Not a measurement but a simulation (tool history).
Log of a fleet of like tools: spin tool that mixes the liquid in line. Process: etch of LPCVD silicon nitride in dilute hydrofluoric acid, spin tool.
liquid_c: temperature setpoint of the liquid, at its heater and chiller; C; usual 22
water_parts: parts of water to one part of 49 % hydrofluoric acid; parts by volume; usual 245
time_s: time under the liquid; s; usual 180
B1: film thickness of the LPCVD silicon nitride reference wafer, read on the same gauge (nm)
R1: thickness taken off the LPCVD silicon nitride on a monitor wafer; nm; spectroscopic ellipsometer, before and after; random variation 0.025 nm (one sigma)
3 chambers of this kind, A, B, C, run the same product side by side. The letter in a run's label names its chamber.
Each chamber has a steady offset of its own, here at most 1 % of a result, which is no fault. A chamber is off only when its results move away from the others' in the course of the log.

run 1A hour=8.5 | liquid_c=22 water_parts=245 time_s=180 | B1=149.99 | R1=0.36189
run 2B hour=19.6 | liquid_c=22 water_parts=245 time_s=180 | B1=149.98 | R1=0.34319
run 3C hour=27.5 | liquid_c=22 water_parts=245 time_s=180 | B1=149.98 | R1=0.39643
run 4C hour=37.6 | liquid_c=22 water_parts=245 time_s=180 | B1=150 | R1=0.39796
run 5A hour=50.7 | liquid_c=22 water_parts=245 time_s=180 | B1=150.01 | R1=0.39256
run 6B hour=58 | liquid_c=22 water_parts=325 time_s=240 | B1=150 | R1=0.37339
run 7C hour=71.7 | liquid_c=22 water_parts=325 time_s=240 | B1=150.01 | R1=0.42204
-- hour=79.9 chamber A: thermometer replaced
run 8A hour=85.4 | liquid_c=22 water_parts=325 time_s=240 | B1=150.01 | R1=0.38018
run 9B hour=95 | liquid_c=22 water_parts=245 time_s=180 | B1=150.01 | R1=0.39639
run 10A hour=102.2 | liquid_c=22 water_parts=245 time_s=180 | B1=150.01 | R1=0.3781
run 11C hour=110.2 | liquid_c=22 water_parts=245 time_s=180 | B1=150.01 | R1=0.4287
-- hour=113.4 chamber A: hydrofluoric acid flow meter replaced
run 12B hour=121.1 | liquid_c=22 water_parts=245 time_s=180 | B1=150 | R1=0.387
run 13C hour=132.1 | liquid_c=26 water_parts=245 time_s=245 | B1=150 | R1=0.73053
run 14B hour=139.9 | liquid_c=26 water_parts=245 time_s=245 | B1=150 | R1=0.67823
run 15A hour=150.7 | liquid_c=26 water_parts=245 time_s=245 | B1=150.01 | R1=0.62165
run 16B hour=164.1 | liquid_c=22 water_parts=245 time_s=250 | B1=150 | R1=0.51155
run 17A hour=172.3 | liquid_c=22 water_parts=245 time_s=250 | B1=149.99 | R1=0.51077
run 18C hour=180.8 | liquid_c=22 water_parts=245 time_s=250 | B1=149.99 | R1=0.54886
run 19C hour=191.3 | liquid_c=22 water_parts=245 time_s=180 | B1=150.01 | R1=0.41952
run 20A hour=204.6 | liquid_c=22 water_parts=245 time_s=280 | B1=150.01 | R1=0.58846
run 21B hour=216.3 | liquid_c=22 water_parts=245 time_s=280 | B1=149.99 | R1=0.54483
-- hour=224.3 chamber B: thermometer replaced
run 22C hour=228.2 | liquid_c=22 water_parts=245 time_s=280 | B1=150 | R1=0.61204
run 23B hour=239.2 | liquid_c=22 water_parts=245 time_s=180 | B1=149.99 | R1=0.38243
run 24A hour=249.3 | liquid_c=22 water_parts=245 time_s=180 | B1=149.98 | R1=0.36385
run 25C hour=260.6 | liquid_c=22 water_parts=245 time_s=180 | B1=150 | R1=0.36301
run 26B hour=268.2 | liquid_c=22 water_parts=245 time_s=180 | B1=149.99 | R1=0.361
run 27A hour=276.6 | liquid_c=24 water_parts=245 time_s=180 | B1=150 | R1=0.44561
run 28C hour=284.1 | liquid_c=24 water_parts=245 time_s=180 | B1=150 | R1=0.46654
run 29B hour=290.6 | liquid_c=24 water_parts=245 time_s=180 | B1=149.99 | R1=0.39846
run 30A hour=299 | liquid_c=22 water_parts=245 time_s=95 | B1=149.99 | R1=0.19275
run 31C hour=311.7 | liquid_c=22 water_parts=245 time_s=95 | B1=150.01 | R1=0.21476
run 32A hour=323 | liquid_c=22 water_parts=245 time_s=95 | B1=150 | R1=0.1999
run 33B hour=335.3 | liquid_c=22 water_parts=245 time_s=180 | B1=150.01 | R1=0.37636

What goes on in this fleet: one chamber off, a drifting gauge, or nothing beyond the chambers' own small offsets? Name the chamber and the cause, if any.

No chamber stands off beyond its own small offset, and the gauge holds steady.
